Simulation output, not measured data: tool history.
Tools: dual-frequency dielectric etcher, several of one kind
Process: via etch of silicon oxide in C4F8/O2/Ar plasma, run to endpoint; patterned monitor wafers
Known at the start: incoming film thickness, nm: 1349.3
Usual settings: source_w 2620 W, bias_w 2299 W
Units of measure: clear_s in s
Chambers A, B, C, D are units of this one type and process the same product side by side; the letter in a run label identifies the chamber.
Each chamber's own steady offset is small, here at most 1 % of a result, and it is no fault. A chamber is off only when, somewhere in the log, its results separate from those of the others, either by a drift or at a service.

run,hour,source_w,bias_w,clear_s
1D,8.7,2620,2299,228.19
2B,18.7,2620,2299,228.6
3C,24.5,2620,2299,228.23
4A,33.3,2620,2299,229.16
# hour 39.7: chamber A: wet clean of the chamber
5A,40.5,2620,2299,227.79
6B,51.8,2620,2299,230.48
7D,63.1,2620,2676,217.54
8C,73.1,2620,2676,218.12
9D,81.9,2620,2676,218.48
10B,92,2620,2676,218.41
11A,102.5,2620,2299,229.03
12C,109.4,2620,2299,226.89
13B,115.5,2620,2299,231.09
14A,125,2620,2299,227.83
15D,135.8,2620,2299,228.37
16C,141.1,2620,2299,227.2
17D,146.2,2620,2299,229.88
18A,152.3,2620,2299,228.81
19B,160,2620,2299,231.53
20C,166.9,2620,2299,226.8
21D,176.7,2620,2299,228.41
22C,188.1,2620,2299,228.71
23A,196.5,2620,2299,227.17
24B,205.6,2620,2299,235.42
25A,211.5,2620,2299,229.04
26C,218.3,2620,2299,226.88
27D,224.7,2620,2299,225.82
# hour 226.4: chamber D: wet clean of the chamber
28B,234.7,2620,2299,235.07
29B,244.7,2140,2078,265.81
30D,253.4,2140,2078,254.43
31A,261.9,2140,2078,255.63
32C,270.3,2140,2078,251
33C,279.2,2620,2299,228.25
34B,286.7,2620,2299,241.61

Is one chamber off against the others, does the gauge drift, or is nothing wrong? If a chamber is off, say which, and what the likeliest cause is.

Chamber B drifts away from the others.
Cause: etch rate under this chamber's usual, % = 4.63.

Which of the 4 candidates below, each the usual settings with something changed and its results left as question marks, puts chamber B back in line with what the other chambers give on the usual settings?
In-line tolerance around the mean of the other chambers on the usual settings: clear_s 3.8 s
35B-1,295,2020,2299,?
35B-2,295,2390,2154,?
35B-3,295,3130,2617,?
35B-4,295,2970,2299,?

The other chambers' mean on the usual settings: clear_s 227.75 s
run,clear_s
35B-1,266.65
35B-2,253.91
35B-3,215.03
35B-4,228.14
Change 35B-4 lands the chamber within the allowed miss of the other chambers.
